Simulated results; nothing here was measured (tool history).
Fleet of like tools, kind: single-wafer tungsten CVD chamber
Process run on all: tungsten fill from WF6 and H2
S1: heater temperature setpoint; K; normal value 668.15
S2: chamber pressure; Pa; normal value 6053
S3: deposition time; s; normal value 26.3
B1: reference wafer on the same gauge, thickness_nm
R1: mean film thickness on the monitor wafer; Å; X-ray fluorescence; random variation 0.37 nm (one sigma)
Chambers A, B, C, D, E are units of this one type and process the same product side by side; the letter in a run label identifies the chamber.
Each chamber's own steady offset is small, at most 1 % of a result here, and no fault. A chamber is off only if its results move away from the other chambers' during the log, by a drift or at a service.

run 1A hour=3.5 | S1=668.15 S2=6053 S3=26.3 | B1=89.249 | R1=837.34
run 2D hour=6.8 | S1=668.15 S2=6053 S3=26.3 | B1=89.347 | R1=835.58
run 3B hour=8.9 | S1=668.15 S2=6053 S3=26.3 | B1=89.198 | R1=842.91
run 4C hour=12.6 | S1=668.15 S2=6053 S3=26.3 | B1=89.255 | R1=844.47
run 5E hour=16.6 | S1=668.15 S2=6053 S3=26.3 | B1=89.334 | R1=845.25
run 6B hour=20.3 | S1=668.15 S2=6053 S3=29.3 | B1=89.314 | R1=940.59
run 7E hour=24 | S1=668.15 S2=6053 S3=29.3 | B1=89.245 | R1=938.24
run 8D hour=27.8 | S1=668.15 S2=6053 S3=29.3 | B1=89.385 | R1=939.97
run 9A hour=29.9 | S1=668.15 S2=6053 S3=29.3 | B1=89.237 | R1=937.07
run 10C hour=32.9 | S1=668.15 S2=6053 S3=29.3 | B1=89.326 | R1=942.65
run 11D hour=36.6 | S1=668.15 S2=6053 S3=26.3 | B1=89.273 | R1=837.37
run 12A hour=40.7 | S1=668.15 S2=6053 S3=26.3 | B1=89.248 | R1=837.65
run 13B hour=43.8 | S1=668.15 S2=6053 S3=26.3 | B1=89.349 | R1=847.11
-- hour=46.4 chamber A: thermocouple changed; heater temperature recalibrated
run 14C hour=48 | S1=668.15 S2=6053 S3=26.3 | B1=89.263 | R1=841.05
run 15E hour=50.2 | S1=668.15 S2=6053 S3=26.3 | B1=89.361 | R1=848.85
run 16C hour=52.4 | S1=668.15 S2=6053 S3=26.3 | B1=89.298 | R1=841.36
run 17D hour=54.5 | S1=668.15 S2=6053 S3=26.3 | B1=89.265 | R1=831.98
run 18B hour=57.6 | S1=668.15 S2=6053 S3=26.3 | B1=89.218 | R1=845.44
run 19E hour=61.5 | S1=668.15 S2=6053 S3=26.3 | B1=89.285 | R1=840.91
run 20A hour=64 | S1=668.15 S2=4880 S3=30.7 | B1=89.322 | R1=920.55
run 21A hour=67 | S1=668.15 S2=4880 S3=30.7 | B1=89.247 | R1=915.83
run 22C hour=70.4 | S1=668.15 S2=4880 S3=30.7 | B1=89.233 | R1=885.91
run 23D hour=74.9 | S1=668.15 S2=4880 S3=30.7 | B1=89.358 | R1=898.84
run 24B hour=78.2 | S1=668.15 S2=4880 S3=30.7 | B1=89.324 | R1=892.14
run 25E hour=81.2 | S1=668.15 S2=6053 S3=26.3 | B1=89.316 | R1=848.08
run 26D hour=85 | S1=668.15 S2=6053 S3=26.3 | B1=89.249 | R1=845.25
run 27B hour=89.5 | S1=668.15 S2=6053 S3=26.3 | B1=89.351 | R1=847.31
run 28C hour=93 | S1=668.15 S2=6053 S3=26.3 | B1=89.2 | R1=841.52
run 29A hour=96.1 | S1=668.15 S2=6053 S3=26.3 | B1=89.321 | R1=873.54
run 30E hour=99.8 | S1=668.15 S2=6053 S3=26.3 | B1=89.241 | R1=844.54
run 31A hour=104.2 | S1=668.15 S2=6053 S3=26.3 | B1=89.265 | R1=866.89
run 32E hour=108.8 | S1=668.15 S2=6053 S3=26.3 | B1=89.237 | R1=852.48
run 33D hour=113.4 | S1=668.15 S2=5133 S3=30.6 | B1=89.233 | R1=899.51

Next, all 5 chambers run the settings below, one line each with question marks for the results. What does each chamber give?
run 34A hour=116.9 | S1=668.15 S2=6053 S3=26.3 | R1=?
run 34B hour=116.9 | S1=668.15 S2=6053 S3=26.3 | R1=?
run 34C hour=116.9 | S1=668.15 S2=6053 S3=26.3 | R1=?
run 34D hour=116.9 | S1=668.15 S2=6053 S3=26.3 | R1=?
run 34E hour=116.9 | S1=668.15 S2=6053 S3=26.3 | R1=?

run=34A R1=873.67
run=34B R1=838.15
run=34C R1=838.94
run=34D R1=840.2
run=34E R1=844.66
